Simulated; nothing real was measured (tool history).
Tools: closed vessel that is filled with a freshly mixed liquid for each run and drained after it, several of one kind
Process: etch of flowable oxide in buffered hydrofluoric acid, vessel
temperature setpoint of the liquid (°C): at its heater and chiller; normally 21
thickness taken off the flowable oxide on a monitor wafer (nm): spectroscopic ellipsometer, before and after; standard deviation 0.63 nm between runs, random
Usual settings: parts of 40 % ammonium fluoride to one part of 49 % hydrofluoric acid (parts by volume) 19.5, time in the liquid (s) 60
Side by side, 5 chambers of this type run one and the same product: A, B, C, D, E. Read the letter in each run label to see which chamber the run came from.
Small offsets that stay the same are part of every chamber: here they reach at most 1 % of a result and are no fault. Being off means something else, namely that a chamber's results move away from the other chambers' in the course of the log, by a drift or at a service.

run,day,temperature setpoint of the liquid (°C),parts of 40 % ammonium fluoride to one part of 49 % hydrofluoric acid (parts by volume),time in the liquid (s),"read-back film thickness of the flowable oxide reference wafer, read on the same gauge (nm)",thickness taken off the flowable oxide on a monitor wafer (nm)
# day 0.125: chamber D: hydrofluoric acid flow meter replaced
1C,0.275,21,19.5,60,39.993,68.442
2D,0.621,21,19.5,60,40.017,68.663
3B,1.083,21,19.5,60,39.996,68.26
4E,1.392,21,19.5,60,39.977,68.316
5A,1.679,21,19.5,60,40.042,67.749
6A,1.933,21,19.5,60,40.026,66.718
7E,2.358,21,19.5,60,39.973,66.871
8B,2.588,21,19.5,60,40,67.867
9D,3.067,21,19.5,90,39.986,103.84
10C,3.529,21,19.5,90,39.992,103.21
11B,4.038,21,19.5,90,39.975,102.05
12C,4.529,21,19.5,90,39.996,101.23
13D,4.771,21,19.5,90,40.061,103.57
14A,5.167,21,19.5,60,40.044,68.544
15E,5.475,21,19.5,60,39.985,67.827
16A,5.738,21,19.5,60,40.023,68.863
17B,6.175,21,19.5,60,40.002,71.008
18E,6.529,21,19.5,60,40.004,67.823
19C,6.825,21,19.5,60,39.964,68.104
20D,7.225,21,19.5,60,40.015,69.069
21A,7.638,21,19.5,85,39.991,96.76
22C,7.879,21,19.5,85,39.972,97.277
23E,8.358,21,19.5,85,40.009,96.494
24D,8.758,21,19.5,85,39.962,98.284
25B,9.112,21,19.5,85,40.015,100.81
26C,9.45,21,19.5,60,39.989,68.172
27B,9.671,21,19.5,60,40.055,72.093
28A,10.154,21,19.5,60,40.014,70.089
29D,10.396,21,19.5,60,40.016,69.026
30E,10.8,25.5,19.5,60,39.986,86.418
31E,11.171,25.5,19.5,60,40.018,87.06
32B,11.538,25.5,19.5,60,40.009,93.065
33D,11.775,25.5,19.5,60,39.99,88.26
34C,12.208,25.5,19.5,60,40.016,87.605
35A,12.558,21,19.5,60,39.974,67.342
36B,12.792,17,16.5,60,40.002,69.351
37A,13.117,17,16.5,60,39.973,66.246
38C,13.529,17,16.5,60,40.014,64.105
39D,13.9,17,16.5,60,39.976,63.888

Each of the 5 chambers runs these same settings next. Fill in every chamber's results:
40A,14.267,21,19.5,60,,?
40B,14.267,21,19.5,60,,?
40C,14.267,21,19.5,60,,?
40D,14.267,21,19.5,60,,?
40E,14.267,21,19.5,60,,?

run,thickness taken off the flowable oxide on a monitor wafer (nm)
40A,69.453
40B,74.421
40C,68.08
40D,68.108
40E,66.824
